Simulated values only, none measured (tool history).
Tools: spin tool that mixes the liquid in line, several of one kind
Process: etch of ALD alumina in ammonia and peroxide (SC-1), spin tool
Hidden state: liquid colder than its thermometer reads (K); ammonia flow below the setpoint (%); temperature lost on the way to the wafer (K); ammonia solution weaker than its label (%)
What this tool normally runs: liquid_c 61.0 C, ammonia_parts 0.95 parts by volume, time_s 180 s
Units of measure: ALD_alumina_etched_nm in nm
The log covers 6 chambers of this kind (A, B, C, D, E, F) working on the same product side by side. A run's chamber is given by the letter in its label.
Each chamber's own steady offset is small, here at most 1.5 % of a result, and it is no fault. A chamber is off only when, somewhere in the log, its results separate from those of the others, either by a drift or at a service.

run	hour	liquid_c	ammonia_parts	time_s	hours since the thermometer was replaced	hours since the ammonia flow meter was replaced	hours since the heated supply line was repaired	hours since the drum of ammonia solution was connected	read-back film thickness of the ALD alumina reference wafer, read on the same gauge (nm)	ALD_alumina_etched_nm
1E	3.6	61.0	0.95	180	236.9	419.2	1865.8	86.4	90.040	23.688
2D	6.6	61.0	0.95	180	2071.5	368.9	449.8	60.6	89.933	23.656
3F	9.8	61.0	0.95	180	373.1	60.7	73.4	149.3	89.965	23.892
4C	12.6	61.0	0.95	180	317.3	93.3	264.2	599.5	89.980	24.017
5A	17.4	61.0	0.95	180	515.9	403.9	1337.0	472.4	89.952	23.872
6B	22.0	61.0	0.95	180	1094.9	1938.4	628.5	260.8	89.982	24.006
7C	26.2	61.0	0.95	180	330.9	106.9	277.8	613.1	90.045	23.984
8F	28.4	61.0	0.95	180	391.7	79.3	92.0	167.9	89.983	23.804
9E	31.3	61.0	0.95	180	264.6	446.9	1893.5	114.1	89.962	23.638
10B	36.1	61.0	0.95	180	1109.0	1952.5	642.6	274.9	90.030	24.044
11A	39.7	61.0	0.75	115	538.2	426.2	1359.3	494.7	90.018	14.971
12D	43.8	61.0	0.75	115	2108.7	406.1	487.0	97.8	89.987	14.838
13A	47.1	61.0	0.75	115	545.6	433.6	1366.7	502.1	89.999	14.947
14C	50.4	61.0	0.75	115	355.1	131.1	302.0	637.3	90.014	14.993
15F	54.8	61.0	0.75	115	418.1	105.7	118.4	194.3	90.028	15.020
16D	58.5	61.0	0.75	115	2123.4	420.8	501.7	112.5	89.947	14.730
17E	62.8	61.0	0.95	180	296.1	478.4	1925.0	145.6	90.008	23.537
18B	65.1	61.0	0.95	180	1138.0	1981.5	671.6	303.9	90.007	23.947
19F	69.5	61.0	0.95	180	432.8	120.4	133.1	209.0	90.047	23.988
20B	72.0	61.0	0.95	180	1144.9	1988.4	678.5	310.8	89.964	23.859
# hour 74.8: chamber A: new drum of ammonia solution connected
21A	75.9	70.0	0.95	255	574.4	462.4	1395.5	1.2	89.932	53.404
22E	79.9	70.0	0.95	255	313.2	495.5	1942.1	162.7	90.029	52.863
23D	82.7	70.0	0.95	255	2147.6	445.0	525.9	136.7	89.992	52.224
# hour 85.9: chamber F: new drum of ammonia solution connected
24C	87.4	70.0	0.95	255	392.1	168.1	339.0	674.3	89.995	53.339
25A	92.2	70.0	0.95	255	590.7	478.7	1411.8	17.5	90.020	52.920
26B	94.6	70.0	0.95	255	1167.5	2011.0	701.1	333.4	90.025	52.828
27F	99.2	61.0	0.95	180	462.5	150.1	162.8	13.3	89.976	23.971
28D	102.9	61.0	0.95	180	2167.8	465.2	546.1	156.9	90.046	23.649
29C	107.1	52.5	0.80	180	411.8	187.8	358.7	694.0	90.031	15.109
30E	110.2	52.5	0.80	180	343.5	525.8	1972.4	193.0	90.004	14.741
31C	113.5	52.5	0.80	180	418.2	194.2	365.1	700.4	90.012	15.106
32D	118.0	52.5	0.80	180	2182.9	480.3	561.2	172.0	90.036	14.953
# hour 119.0: chamber D: thermometer replaced
33A	120.7	52.5	0.80	180	619.2	507.2	1440.3	46.0	89.998	15.109
34E	124.2	52.5	0.80	180	357.5	539.8	1986.4	207.0	89.989	14.799
35B	128.2	61.0	0.95	180	1201.1	2044.6	734.7	367.0	90.059	23.986
36F	130.7	61.0	0.95	180	494.0	181.6	194.3	44.8	89.999	23.897
37B	133.3	61.0	0.95	180	1206.2	2049.7	739.8	372.1	90.019	23.908
38D	137.7	61.0	0.95	180	18.8	500.0	580.9	191.7	89.971	23.634
39C	142.4	61.0	0.95	180	447.1	223.1	394.0	729.3	90.014	24.095

Decide between three cases: one chamber stands off from its peers, the gauge reading all wafers drifts, or nothing is wrong past each chamber's small offset. Where a chamber is off, say which and what most likely put it there.

All chambers stay in line apart from their small fixed offsets, and the gauge does not drift.
